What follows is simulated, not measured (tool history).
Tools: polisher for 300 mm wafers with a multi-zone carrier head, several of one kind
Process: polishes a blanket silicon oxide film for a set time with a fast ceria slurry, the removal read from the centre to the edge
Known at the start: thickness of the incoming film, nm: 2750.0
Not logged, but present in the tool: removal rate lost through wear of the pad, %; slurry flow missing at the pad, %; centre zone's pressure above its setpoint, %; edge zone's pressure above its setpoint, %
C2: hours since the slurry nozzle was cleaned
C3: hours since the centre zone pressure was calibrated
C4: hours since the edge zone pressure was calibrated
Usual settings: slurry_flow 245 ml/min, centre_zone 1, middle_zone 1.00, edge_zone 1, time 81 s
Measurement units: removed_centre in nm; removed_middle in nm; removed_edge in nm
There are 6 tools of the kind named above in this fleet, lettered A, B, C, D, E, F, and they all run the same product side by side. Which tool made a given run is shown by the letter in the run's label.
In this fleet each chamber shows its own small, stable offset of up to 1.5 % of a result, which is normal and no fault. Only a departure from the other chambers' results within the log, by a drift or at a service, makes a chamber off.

run 1C hour=6.3 | slurry_flow=245 centre_zone=1 middle_zone=1.00 edge_zone=1 time=81 | wafers_polished_on_this_pad=183 C2=199.4 C3=496.7 C4=810.4 | removed_centre=819.70 removed_middle=824.75 removed_edge=827.02
-- hour=9.6 chamber F: slurry nozzle cleaned
run 2A hour=12.5 | slurry_flow=245 centre_zone=1 middle_zone=1.00 edge_zone=1 time=81 | wafers_polished_on_this_pad=774 C2=85.3 C3=555.8 C4=747.7 | removed_centre=840.45 removed_middle=818.11 removed_edge=839.83
-- hour=16.1 chamber A: worn pad replaced by a new one
run 3F hour=16.2 | slurry_flow=245 centre_zone=1 middle_zone=1.00 edge_zone=1 time=81 | wafers_polished_on_this_pad=437 C2=6.7 C3=240.9 C4=1060.2 | removed_centre=825.75 removed_middle=857.87 removed_edge=843.50
run 4E hour=18.9 | slurry_flow=245 centre_zone=1 middle_zone=1.00 edge_zone=1 time=81 | wafers_polished_on_this_pad=1267 C2=495.5 C3=195.9 C4=629.5 | removed_centre=815.03 removed_middle=827.66 removed_edge=797.93
run 5B hour=24.8 | slurry_flow=245 centre_zone=1 middle_zone=1.00 edge_zone=1 time=81 | wafers_polished_on_this_pad=538 C2=140.9 C3=1077.7 C4=128.9 | removed_centre=834.27 removed_middle=834.27 removed_edge=839.77
-- hour=27.6 chamber B: centre zone pressure recalibrated
run 6D hour=28.1 | slurry_flow=245 centre_zone=1 middle_zone=1.00 edge_zone=1 time=81 | wafers_polished_on_this_pad=1284 C2=545.6 C3=690.6 C4=543.5 | removed_centre=825.29 removed_middle=825.02 removed_edge=805.49
-- hour=28.4 chamber D: worn pad replaced by a new one
-- hour=32.6 chamber E: slurry nozzle cleaned
run 7D hour=33.4 | slurry_flow=245 centre_zone=1 middle_zone=1.00 edge_zone=1 time=81 | wafers_polished_on_this_pad=65 C2=550.9 C3=695.9 C4=548.8 | removed_centre=821.45 removed_middle=826.38 removed_edge=813.80
-- hour=34.9 chamber C: worn pad replaced by a new one
-- hour=36.0 chamber E: worn pad replaced by a new one
run 8E hour=39.1 | slurry_flow=245 centre_zone=1 middle_zone=1.00 edge_zone=1 time=81 | wafers_polished_on_this_pad=40 C2=6.5 C3=216.1 C4=649.7 | removed_centre=835.48 removed_middle=838.69 removed_edge=833.73
-- hour=42.2 chamber F: worn pad replaced by a new one
run 9A hour=44.1 | slurry_flow=245 centre_zone=1 middle_zone=1.00 edge_zone=1 time=81 | wafers_polished_on_this_pad=363 C2=116.9 C3=587.4 C4=779.3 | removed_centre=816.32 removed_middle=814.41 removed_edge=846.15
run 10C hour=49.6 | slurry_flow=245 centre_zone=1 middle_zone=1.00 edge_zone=1 time=81 | wafers_polished_on_this_pad=190 C2=242.7 C3=540.0 C4=853.7 | removed_centre=814.68 removed_middle=836.97 removed_edge=831.48
run 11F hour=53.1 | slurry_flow=195 centre_zone=1 middle_zone=1.00 edge_zone=1 time=81 | wafers_polished_on_this_pad=141 C2=43.6 C3=277.8 C4=1097.1 | removed_centre=805.29 removed_middle=786.61 removed_edge=797.32
run 12B hour=58.7 | slurry_flow=195 centre_zone=1 middle_zone=1.00 edge_zone=1 time=81 | wafers_polished_on_this_pad=977 C2=174.8 C3=31.2 C4=162.8 | removed_centre=763.34 removed_middle=781.92 removed_edge=786.66
run 13D hour=62.7 | slurry_flow=195 centre_zone=1 middle_zone=1.00 edge_zone=1 time=81 | wafers_polished_on_this_pad=444 C2=580.2 C3=725.2 C4=578.1 | removed_centre=808.20 removed_middle=804.65 removed_edge=810.65
run 14E hour=66.1 | slurry_flow=195 centre_zone=1 middle_zone=1.00 edge_zone=1 time=81 | wafers_polished_on_this_pad=390 C2=33.5 C3=243.1 C4=676.7 | removed_centre=805.35 removed_middle=810.15 removed_edge=811.66
run 15C hour=71.7 | slurry_flow=195 centre_zone=1 middle_zone=1.00 edge_zone=1 time=81 | wafers_polished_on_this_pad=476 C2=264.8 C3=562.1 C4=875.8 | removed_centre=774.07 removed_middle=812.28 removed_edge=793.55
-- hour=75.3 chamber A: worn pad replaced by a new one
-- hour=75.6 chamber D: slurry nozzle cleaned
run 16F hour=76.3 | slurry_flow=195 centre_zone=1 middle_zone=1.00 edge_zone=1 time=81 | wafers_polished_on_this_pad=441 C2=66.8 C3=301.0 C4=1120.3 | removed_centre=803.28 removed_middle=812.34 removed_edge=819.14
-- hour=77.3 chamber C: worn pad replaced by a new one
run 17B hour=81.5 | slurry_flow=245 centre_zone=1 middle_zone=1.00 edge_zone=1 time=81 | wafers_polished_on_this_pad=1272 C2=197.6 C3=54.0 C4=185.6 | removed_centre=810.55 removed_middle=802.85 removed_edge=806.48
run 18A hour=84.6 | slurry_flow=245 centre_zone=1 middle_zone=1.00 edge_zone=1 time=81 | wafers_polished_on_this_pad=120 C2=157.4 C3=627.9 C4=819.8 | removed_centre=837.64 removed_middle=837.12 removed_edge=830.81
run 19D hour=88.6 | slurry_flow=245 centre_zone=1 middle_zone=1.00 edge_zone=1 time=81 | wafers_polished_on_this_pad=779 C2=13.1 C3=751.1 C4=604.0 | removed_centre=825.31 removed_middle=837.03 removed_edge=820.67
run 20B hour=94.1 | slurry_flow=245 centre_zone=1 middle_zone=1.00 edge_zone=1 time=81 | wafers_polished_on_this_pad=1435 C2=210.2 C3=66.6 C4=198.2 | removed_centre=784.40 removed_middle=788.04 removed_edge=778.18
run 21C hour=97.7 | slurry_flow=245 centre_zone=1 middle_zone=1.00 edge_zone=1 time=81 | wafers_polished_on_this_pad=264 C2=290.8 C3=588.1 C4=901.8 | removed_centre=833.14 removed_middle=825.75 removed_edge=830.48
run 22E hour=101.0 | slurry_flow=245 centre_zone=1 middle_zone=1.00 edge_zone=1 time=81 | wafers_polished_on_this_pad=841 C2=68.4 C3=278.0 C4=711.6 | removed_centre=835.23 removed_middle=830.54 removed_edge=809.93
-- hour=104.5 chamber F: worn pad replaced by a new one
run 23A hour=104.8 | slurry_flow=245 centre_zone=1 middle_zone=1.00 edge_zone=1 time=81 | wafers_polished_on_this_pad=382 C2=177.6 C3=648.1 C4=840.0 | removed_centre=840.22 removed_middle=818.78 removed_edge=851.70
run 24F hour=108.8 | slurry_flow=245 centre_zone=1 middle_zone=1.00 edge_zone=1 time=81 | wafers_polished_on_this_pad=56 C2=99.3 C3=333.5 C4=1152.8 | removed_centre=834.27 removed_middle=808.41 removed_edge=814.51
run 25A hour=113.7 | slurry_flow=245 centre_zone=1 middle_zone=1.00 edge_zone=1 time=81 | wafers_polished_on_this_pad=497 C2=186.5 C3=657.0 C4=848.9 | removed_centre=826.77 removed_middle=836.10 removed_edge=842.26
-- hour=118.9 chamber C: worn pad replaced by a new one
run 26E hour=119.6 | slurry_flow=245 centre_zone=1 middle_zone=1.00 edge_zone=1 time=81 | wafers_polished_on_this_pad=1082 C2=87.0 C3=296.6 C4=730.2 | removed_centre=810.66 removed_middle=836.79 removed_edge=840.43
run 27F hour=122.9 | slurry_flow=245 centre_zone=1 middle_zone=1.00 edge_zone=1 time=81 | wafers_polished_on_this_pad=238 C2=113.4 C3=347.6 C4=1166.9 | removed_centre=816.46 removed_middle=816.21 removed_edge=825.40
-- hour=125.0 chamber F: edge zone pressure recalibrated
run 28D hour=126.6 | slurry_flow=245 centre_zone=1 middle_zone=1.00 edge_zone=1 time=81 | wafers_polished_on_this_pad=1270 C2=51.1 C3=789.1 C4=642.0 | removed_centre=855.03 removed_middle=835.32 removed_edge=820.05
-- hour=131.0 chamber A: worn pad replaced by a new one
-- hour=131.0 chamber D: worn pad replaced by a new one
run 29C hour=131.7 | slurry_flow=245 centre_zone=1 middle_zone=1.00 edge_zone=1 time=81 | wafers_polished_on_this_pad=166 C2=324.8 C3=622.1 C4=935.8 | removed_centre=846.09 removed_middle=822.68 removed_edge=811.59
run 30B hour=134.4 | slurry_flow=245 centre_zone=1 middle_zone=1.00 edge_zone=1 time=81 | wafers_polished_on_this_pad=1956 C2=250.5 C3=106.9 C4=238.5 | removed_centre=756.83 removed_middle=793.65 removed_edge=773.15
-- hour=136.1 chamber C: slurry nozzle cleaned
run 31C hour=137.2 | slurry_flow=245 centre_zone=1 middle_zone=1.00 edge_zone=1 time=81 | wafers_polished_on_this_pad=237 C2=1.1 C3=627.6 C4=941.3 | removed_centre=830.97 removed_middle=852.60 removed_edge=830.94
run 32A hour=140.3 | slurry_flow=290 centre_zone=1 middle_zone=1.06 edge_zone=1 time=81 | wafers_polished_on_this_pad=120 C2=213.1 C3=683.6 C4=875.5 | removed_centre=850.61 removed_middle=870.72 removed_edge=855.86
run 33B hour=144.3 | slurry_flow=290 centre_zone=1 middle_zone=1.06 edge_zone=1 time=81 | wafers_polished_on_this_pad=2084 C2=260.4 C3=116.8 C4=248.4 | removed_centre=783.48 removed_middle=824.71 removed_edge=783.01
run 34E hour=148.9 | slurry_flow=290 centre_zone=1 middle_zone=1.06 edge_zone=1 time=81 | wafers_polished_on_this_pad=1461 C2=116.3 C3=325.9 C4=759.5 | removed_centre=859.75 removed_middle=900.25 removed_edge=814.68
-- hour=149.6 chamber B: slurry nozzle cleaned
run 35F hour=152.1 | slurry_flow=290 centre_zone=1 middle_zone=1.06 edge_zone=1 time=81 | wafers_polished_on_this_pad=616 C2=142.6 C3=376.8 C4=27.1 | removed_centre=859.40 removed_middle=866.50 removed_edge=840.96
-- hour=152.4 chamber E: worn pad replaced by a new one
run 36D hour=155.1 | slurry_flow=290 centre_zone=1 middle_zone=1.06 edge_zone=1 time=81 | wafers_polished_on_this_pad=312 C2=79.6 C3=817.6 C4=670.5 | removed_centre=837.19 removed_middle=902.92 removed_edge=832.25
run 37F hour=157.8 | slurry_flow=290 centre_zone=1 middle_zone=1.06 edge_zone=1 time=81 | wafers_polished_on_this_pad=689 C2=148.3 C3=382.5 C4=32.8 | removed_centre=867.23 removed_middle=885.03 removed_edge=847.15
run 38E hour=163.0 | slurry_flow=245 centre_zone=1 middle_zone=1.00 edge_zone=1 time=81 | wafers_polished_on_this_pad=138 C2=130.4 C3=340.0 C4=773.6 | removed_centre=820.09 removed_middle=841.05 removed_edge=837.25
-- hour=167.1 chamber C: worn pad replaced by a new one
run 39B hour=167.8 | slurry_flow=245 centre_zone=1 middle_zone=1.00 edge_zone=1 time=81 | wafers_polished_on_this_pad=2388 C2=18.2 C3=140.3 C4=271.9 | removed_centre=743.82 removed_middle=744.78 removed_edge=750.73
run 40A hour=170.5 | slurry_flow=245 centre_zone=1 middle_zone=1.00 edge_zone=1 time=81 | wafers_polished_on_this_pad=511 C2=243.3 C3=713.8 C4=905.7 | removed_centre=829.52 removed_middle=845.74 removed_edge=833.18
run 41C hour=174.5 | slurry_flow=300 centre_zone=1 middle_zone=1.11 edge_zone=1 time=81 | wafers_polished_on_this_pad=96 C2=38.4 C3=664.9 C4=978.6 | removed_centre=857.57 removed_middle=939.91 removed_edge=833.06

One chamber off, gauge drift, or nothing amiss beyond the chambers' own small offsets? If it is a chamber, which one, and what is the likeliest cause?

Little by little, chamber B moves away from the other chambers.
Most likely cause: removal rate lost through wear of the pad, % = 11.3.

Chamber B could run next with any of the 4 candidate recipes listed below; each alters the usual settings, and their results appear as question marks. Which one brings its results back in line with what the other chambers deliver on the usual settings?
Allowed miss from the other chambers' usual-settings mean, per result, to count as in line: removed_centre 41.00 nm; removed_middle 38.00 nm; removed_edge 36.00 nm
run 42B-1 hour=179.0 | slurry_flow=250 centre_zone=1 middle_zone=1.00 edge_zone=1.00 time=90 | removed_centre=? removed_middle=? removed_edge=?
run 42B-2 hour=179.0 | slurry_flow=240 centre_zone=1 middle_zone=1.00 edge_zone=0.99 time=67 | removed_centre=? removed_middle=? removed_edge=?
run 42B-3 hour=179.0 | slurry_flow=250 centre_zone=1 middle_zone=1.00 edge_zone=1.01 time=98 | removed_centre=? removed_middle=? removed_edge=?
run 42B-4 hour=179.0 | slurry_flow=240 centre_zone=1 middle_zone=1.00 edge_zone=1.00 time=72 | removed_centre=? removed_middle=? removed_edge=?

Average result of the remaining chambers running the usual settings: removed_centre 831.29 nm; removed_middle 832.85 nm; removed_edge 828.14 nm
run=42B-1 removed_centre=823.41 removed_middle=833.05 removed_edge=827.79
run=42B-2 removed_centre=609.67 removed_middle=617.14 removed_edge=610.69
run=42B-3 removed_centre=896.60 removed_middle=907.08 removed_edge=906.17
run=42B-4 removed_centre=655.17 removed_middle=663.18 removed_edge=659.79
The right change is 42B-1: it brings the chamber back within the allowed miss of the others.
